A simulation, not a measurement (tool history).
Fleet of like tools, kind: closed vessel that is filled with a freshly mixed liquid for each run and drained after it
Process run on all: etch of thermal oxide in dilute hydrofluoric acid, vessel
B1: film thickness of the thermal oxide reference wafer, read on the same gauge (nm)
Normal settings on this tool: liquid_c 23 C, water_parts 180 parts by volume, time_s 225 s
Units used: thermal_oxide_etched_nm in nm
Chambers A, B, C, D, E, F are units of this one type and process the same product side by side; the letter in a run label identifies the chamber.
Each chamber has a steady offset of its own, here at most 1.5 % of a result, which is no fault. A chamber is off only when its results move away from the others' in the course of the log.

Run 1B, day 0.408: usual settings; B1 139.99. Result: thermal_oxide_etched_nm 5.0168 nm.
Run 2E, day 0.729: usual settings; B1 140.01. Result: thermal_oxide_etched_nm 5.0395 nm.
Run 3C, day 1.25: usual settings; B1 140. Result: thermal_oxide_etched_nm 5.0428 nm.
Run 4D, day 1.571: usual settings; B1 140.01. Result: thermal_oxide_etched_nm 5.0351 nm.
Run 5A, day 1.933: usual settings; B1 140.03. Result: thermal_oxide_etched_nm 4.9482 nm.
Run 6F, day 2.333: usual settings; B1 139.99. Result: thermal_oxide_etched_nm 4.9597 nm.
Run 7A, day 2.629: usual settings; B1 139.99. Result: thermal_oxide_etched_nm 5.0376 nm.
Run 8E, day 3.238: usual settings but liquid_c 25.5 C; B1 140. Result: thermal_oxide_etched_nm 5.5534 nm.
Run 9C, day 3.529: usual settings but liquid_c 25.5 C; B1 140. Result: thermal_oxide_etched_nm 5.5464 nm.
At day 3.546: chamber A: thermometer replaced.
Run 10B, day 3.938: usual settings but liquid_c 25.5 C; B1 139.98. Result: thermal_oxide_etched_nm 5.5259 nm.
Run 11D, day 4.225: usual settings but liquid_c 25.5 C; B1 140. Result: thermal_oxide_etched_nm 5.5871 nm.
Run 12F, day 4.725: usual settings but liquid_c 25.5 C; B1 139.99. Result: thermal_oxide_etched_nm 5.4726 nm.
Run 13E, day 5.367: usual settings but liquid_c 25.5 C; B1 140.01. Result: thermal_oxide_etched_nm 5.5444 nm.
Run 14A, day 5.654: usual settings; B1 140.02. Result: thermal_oxide_etched_nm 5.0125 nm.
Run 15D, day 6.188: usual settings but time_s 170 s; B1 140. Result: thermal_oxide_etched_nm 3.8787 nm.
Run 16C, day 6.65: usual settings but time_s 170 s; B1 139.99. Result: thermal_oxide_etched_nm 3.8379 nm.
Run 17B, day 6.938: usual settings but time_s 170 s; B1 140. Result: thermal_oxide_etched_nm 3.7722 nm.
Run 18F, day 7.412: usual settings but time_s 170 s; B1 139.98. Result: thermal_oxide_etched_nm 3.7595 nm.
At day 7.712: chamber A: hydrofluoric acid flow meter replaced.
Run 19D, day 7.746: usual settings but time_s 170 s; B1 139.98. Result: thermal_oxide_etched_nm 3.9152 nm.
Run 20B, day 8.279: usual settings but time_s 170 s; B1 140.02. Result: thermal_oxide_etched_nm 3.7517 nm.
Run 21E, day 8.875: usual settings; B1 140.01. Result: thermal_oxide_etched_nm 4.9965 nm.
Run 22F, day 9.396: usual settings; B1 139.98. Result: thermal_oxide_etched_nm 5.0062 nm.
Run 23A, day 9.938: usual settings; B1 140. Result: thermal_oxide_etched_nm 4.9848 nm.
Run 24C, day 10.567: usual settings; B1 140. Result: thermal_oxide_etched_nm 5.0592 nm.
Run 25B, day 10.996: usual settings; B1 140.01. Result: thermal_oxide_etched_nm 5.0074 nm.
Run 26A, day 11.421: usual settings; B1 139.99. Result: thermal_oxide_etched_nm 4.9835 nm.
Run 27E, day 11.842: usual settings; B1 140.01. Result: thermal_oxide_etched_nm 5.0516 nm.
Run 28C, day 12.325: usual settings; B1 140.02. Result: thermal_oxide_etched_nm 5.0724 nm.
Run 29D, day 12.75: usual settings; B1 140.02. Result: thermal_oxide_etched_nm 5.2986 nm.
Run 30F, day 13.333: usual settings; B1 140. Result: thermal_oxide_etched_nm 5.0226 nm.
Run 31C, day 13.704: usual settings; B1 139.99. Result: thermal_oxide_etched_nm 5.0991 nm.
Run 32A, day 14.075: usual settings; B1 139.98. Result: thermal_oxide_etched_nm 4.9784 nm.
Run 33F, day 14.442: usual settings; B1 139.99. Result: thermal_oxide_etched_nm 5.0523 nm.
Run 34D, day 14.979: usual settings; B1 140. Result: thermal_oxide_etched_nm 5.3273 nm.
Run 35E, day 15.304: usual settings; B1 139.98. Result: thermal_oxide_etched_nm 5.0161 nm.
Run 36B, day 15.767: usual settings; B1 139.99. Result: thermal_oxide_etched_nm 5.0288 nm.
Run 37C, day 16.342: usual settings; B1 139.99. Result: thermal_oxide_etched_nm 5.0133 nm.
Run 38B, day 16.708: usual settings; B1 139.99. Result: thermal_oxide_etched_nm 5.0019 nm.
Run 39A, day 17.083: usual settings but time_s 130 s; B1 139.98. Result: thermal_oxide_etched_nm 2.8939 nm.
Run 40F, day 17.546: usual settings but time_s 130 s; B1 140. Result: thermal_oxide_etched_nm 2.8901 nm.
Run 41E, day 17.896: usual settings but time_s 130 s; B1 139.96. Result: thermal_oxide_etched_nm 2.9054 nm.

Next, every chamber runs the same settings. What will each give?
Run 42A, day 18.367: usual settings but water_parts 245 parts by volume. Result: thermal_oxide_etched_nm ?.
Run 42B, day 18.367: usual settings but water_parts 245 parts by volume. Result: thermal_oxide_etched_nm ?.
Run 42C, day 18.367: usual settings but water_parts 245 parts by volume. Result: thermal_oxide_etched_nm ?.
Run 42D, day 18.367: usual settings but water_parts 245 parts by volume. Result: thermal_oxide_etched_nm ?.
Run 42E, day 18.367: usual settings but water_parts 245 parts by volume. Result: thermal_oxide_etched_nm ?.
Run 42F, day 18.367: usual settings but water_parts 245 parts by volume. Result: thermal_oxide_etched_nm ?.

run  thermal_oxide_etched_nm
42A                   3.4433
42B                   3.4266
42C                   3.4602
42D                   3.6808
42E                   3.4556
42F                   3.4048
